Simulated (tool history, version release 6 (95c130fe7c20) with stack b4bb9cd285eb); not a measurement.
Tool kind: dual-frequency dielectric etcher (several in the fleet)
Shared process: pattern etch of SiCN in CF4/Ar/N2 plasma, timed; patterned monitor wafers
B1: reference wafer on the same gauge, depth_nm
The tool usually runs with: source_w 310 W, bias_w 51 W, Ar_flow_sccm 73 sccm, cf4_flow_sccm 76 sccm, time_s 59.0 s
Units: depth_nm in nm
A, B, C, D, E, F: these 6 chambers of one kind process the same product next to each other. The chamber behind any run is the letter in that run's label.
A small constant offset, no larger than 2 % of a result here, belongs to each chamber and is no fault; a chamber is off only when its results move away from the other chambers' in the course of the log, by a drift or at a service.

Run 1F, day 0.304: usual settings; B1 36.577. Result: depth_nm 34.617 nm.
At day 0.375: chamber A: source power generator calibrated.
At day 0.683: chamber D: wet clean of the chamber.
Run 2E, day 0.862: usual settings; B1 36.621. Result: depth_nm 34.476 nm.
Run 3B, day 1.433: usual settings; B1 36.602. Result: depth_nm 34.587 nm.
Run 4A, day 1.738: usual settings; B1 36.591. Result: depth_nm 34.415 nm.
Run 5C, day 2.300: usual settings; B1 36.588. Result: depth_nm 35.021 nm.
Run 6D, day 2.617: usual settings; B1 36.605. Result: depth_nm 34.350 nm.
Run 7F, day 2.925: usual settings; B1 36.595. Result: depth_nm 34.654 nm.
At day 3.150: chamber A: CF4 flow controller replaced.
Run 8C, day 3.229: usual settings; B1 36.579. Result: depth_nm 35.180 nm.
At day 3.512: chamber F: source power generator calibrated.
Run 9E, day 3.704: usual settings; B1 36.595. Result: depth_nm 34.196 nm.
Run 10B, day 4.271: usual settings; B1 36.598. Result: depth_nm 34.552 nm.
At day 4.471: chamber C: bias power generator calibrated.
Run 11D, day 4.583: usual settings; B1 36.594. Result: depth_nm 34.354 nm.
Run 12A, day 4.842: usual settings but cf4_flow_sccm 64 sccm, time_s 45.5 s; B1 36.585. Result: depth_nm 25.812 nm.
Run 13D, day 5.400: usual settings but cf4_flow_sccm 64 sccm, time_s 45.5 s; B1 36.615. Result: depth_nm 25.866 nm.
Run 14B, day 5.975: usual settings but cf4_flow_sccm 64 sccm, time_s 45.5 s; B1 36.605. Result: depth_nm 25.994 nm.
Run 15F, day 6.371: usual settings but cf4_flow_sccm 64 sccm, time_s 45.5 s; B1 36.588. Result: depth_nm 26.073 nm.
At day 6.425: chamber C: wet clean of the chamber.
At day 6.675: chamber F: wet clean of the chamber.
Run 16A, day 6.717: usual settings but cf4_flow_sccm 64 sccm, time_s 45.5 s; B1 36.597. Result: depth_nm 25.755 nm.
Run 17C, day 7.262: usual settings but cf4_flow_sccm 64 sccm, time_s 45.5 s; B1 36.610. Result: depth_nm 26.553 nm.
Run 18E, day 7.846: usual settings; B1 36.603. Result: depth_nm 34.027 nm.
Run 19B, day 8.429: usual settings; B1 36.616. Result: depth_nm 34.461 nm.
At day 8.454: chamber E: wet clean of the chamber.
Run 20F, day 8.775: usual settings; B1 36.589. Result: depth_nm 34.554 nm.
Run 21E, day 9.104: usual settings; B1 36.595. Result: depth_nm 34.049 nm.
Run 22C, day 9.542: usual settings; B1 36.612. Result: depth_nm 35.135 nm.
Run 23A, day 9.858: usual settings but time_s 48.5 s; B1 36.605. Result: depth_nm 28.225 nm.
Run 24D, day 10.121: usual settings but time_s 48.5 s; B1 36.598. Result: depth_nm 28.239 nm.
Run 25B, day 10.604: usual settings but time_s 48.5 s; B1 36.592. Result: depth_nm 28.284 nm.
Run 26E, day 11.179: usual settings but time_s 48.5 s; B1 36.592. Result: depth_nm 27.979 nm.
Run 27A, day 11.554: usual settings but time_s 48.5 s; B1 36.587. Result: depth_nm 28.327 nm.
At day 11.700: chamber A: bias power generator calibrated.
Run 28C, day 11.858: usual settings but time_s 48.5 s; B1 36.616. Result: depth_nm 28.975 nm.
Run 29D, day 12.233: usual settings but time_s 47.5 s; B1 36.583. Result: depth_nm 27.838 nm.
Run 30F, day 12.750: usual settings but time_s 47.5 s; B1 36.580. Result: depth_nm 27.834 nm.
Run 31C, day 13.058: usual settings but time_s 47.5 s; B1 36.596. Result: depth_nm 28.220 nm.
Run 32B, day 13.625: usual settings but time_s 47.5 s; B1 36.605. Result: depth_nm 27.925 nm.
Run 33D, day 13.929: usual settings but time_s 47.5 s; B1 36.610. Result: depth_nm 27.773 nm.
Run 34E, day 14.225: usual settings but time_s 47.5 s; B1 36.581. Result: depth_nm 27.359 nm.
Run 35F, day 14.612: usual settings; B1 36.594. Result: depth_nm 34.644 nm.
Run 36A, day 15.146: usual settings; B1 36.604. Result: depth_nm 34.302 nm.
Run 37F, day 15.738: usual settings; B1 36.572. Result: depth_nm 34.667 nm.
Run 38C, day 16.208: usual settings; B1 36.607. Result: depth_nm 35.185 nm.

One chamber off, gauge drift, or nothing amiss beyond the chambers' own small offsets? If it is a chamber, which one, and what is the likeliest cause?

It is chamber E that slowly wanders off from its peers.
Likeliest cause: source power that arrives under what is set, % = 2.29.

Below are 4 candidate recipes for chamber E's next run, each the usual settings with a change, their results shown as question marks. Which of them brings E's results back in line with what the other chambers give on the usual settings?
Maximum distance from the other chambers' mean on the usual settings for a result to count as in line: depth_nm 0.290 nm
Run 39E-1, day 16.638: usual settings but bias_w 54 W, Ar_flow_sccm 71 sccm, cf4_flow_sccm 78 sccm. Result: depth_nm ?.
Run 39E-2, day 16.638: usual settings but bias_w 50 W, time_s 56.5 s. Result: depth_nm ?.
Run 39E-3, day 16.638: usual settings but bias_w 60 W. Result: depth_nm ?.
Run 39E-4, day 16.638: usual settings but time_s 57.5 s. Result: depth_nm ?.

Average result of the remaining chambers running the usual settings: depth_nm 34.632 nm
  run  depth_nm
39E-1    34.566
39E-2    32.085
39E-3    35.478
39E-4    32.852
With 39E-1, the chamber falls back in line with the rest.

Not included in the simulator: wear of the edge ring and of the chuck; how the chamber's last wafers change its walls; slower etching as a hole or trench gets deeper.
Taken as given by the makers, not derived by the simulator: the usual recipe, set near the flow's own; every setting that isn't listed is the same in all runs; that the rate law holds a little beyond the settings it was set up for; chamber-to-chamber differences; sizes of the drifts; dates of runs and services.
